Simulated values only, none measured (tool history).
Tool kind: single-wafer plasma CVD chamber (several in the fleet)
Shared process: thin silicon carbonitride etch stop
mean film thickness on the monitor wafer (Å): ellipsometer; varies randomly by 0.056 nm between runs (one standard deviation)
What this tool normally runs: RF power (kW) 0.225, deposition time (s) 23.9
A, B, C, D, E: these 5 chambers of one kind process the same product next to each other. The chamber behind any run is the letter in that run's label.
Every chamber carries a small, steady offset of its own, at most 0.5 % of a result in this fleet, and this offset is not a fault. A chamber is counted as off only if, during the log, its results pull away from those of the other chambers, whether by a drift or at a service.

run	hour	RF power (kW)	deposition time (s)	hours since the last thermocouple change	hours since the last RF generator calibration	read-back reference wafer on the same gauge, thickness_nm	mean film thickness on the monitor wafer (Å)
1A	9.2	0.225	23.9	153.7	305.0	14.996	141.09
2D	17.7	0.225	23.9	458.5	1365.9	14.998	140.46
3B	23.5	0.225	23.9	822.5	883.2	14.995	141.40
4E	31.3	0.225	23.9	1790.2	192.0	15.004	140.95
5C	36.9	0.225	23.9	1610.0	971.4	15.005	141.25
6A	46.6	0.260	28.5	191.1	342.4	14.995	176.80
7B	58.4	0.260	28.5	857.4	918.1	14.999	175.64
8C	68.6	0.260	28.5	1641.7	1003.1	15.000	174.97
9E	80.2	0.260	28.5	1839.1	240.9	15.003	175.56
# hour 83.9: chamber D: RF generator calibrated
10D	86.0	0.260	28.5	526.8	2.2	15.005	175.20
11C	92.5	0.225	23.9	1665.6	1027.0	15.000	140.56
12B	104.8	0.225	23.9	903.8	964.5	15.011	141.33
13D	113.3	0.225	23.9	554.1	29.5	15.000	140.85
14A	122.8	0.185	19.4	267.3	418.6	15.009	108.04
15E	132.3	0.185	19.4	1891.2	293.0	14.998	108.39
16D	139.2	0.185	19.4	580.0	55.4	14.988	107.84
17B	150.6	0.185	19.4	949.6	1010.3	14.986	108.11
18E	161.9	0.185	19.4	1920.8	322.6	15.003	107.08
19A	170.0	0.225	23.9	314.5	465.8	15.010	141.83
20C	177.0	0.225	23.9	1750.1	1111.5	14.989	141.53
21C	186.6	0.225	23.9	1759.7	1121.1	15.000	141.02
22B	195.5	0.225	23.9	994.5	1055.2	14.995	141.06
23A	206.1	0.225	23.9	350.6	501.9	15.001	140.23
24D	216.7	0.225	23.9	657.5	132.9	14.996	140.84
25E	226.0	0.225	23.9	1984.9	386.7	15.001	140.87
26E	231.7	0.225	23.9	1990.6	392.4	15.000	141.41
27A	241.8	0.225	23.9	386.3	537.6	15.000	140.67
28B	250.5	0.225	23.9	1049.5	1110.2	14.999	140.24
29D	257.3	0.225	23.9	698.1	173.5	14.999	140.35
30C	268.2	0.225	23.9	1841.3	1202.7	14.981	141.05
31E	279.0	0.260	19.5	2037.9	439.7	14.989	121.16
32D	288.4	0.260	19.5	729.2	204.6	14.997	119.79
33A	299.3	0.260	19.5	443.8	595.1	15.002	119.97

Does one chamber stand apart from the rest, does the shared gauge drift, or is all well apart from small per-chamber offsets? Give the chamber and the most likely cause, where there is one.

No chamber stands off beyond its own small offset, and the gauge holds steady.
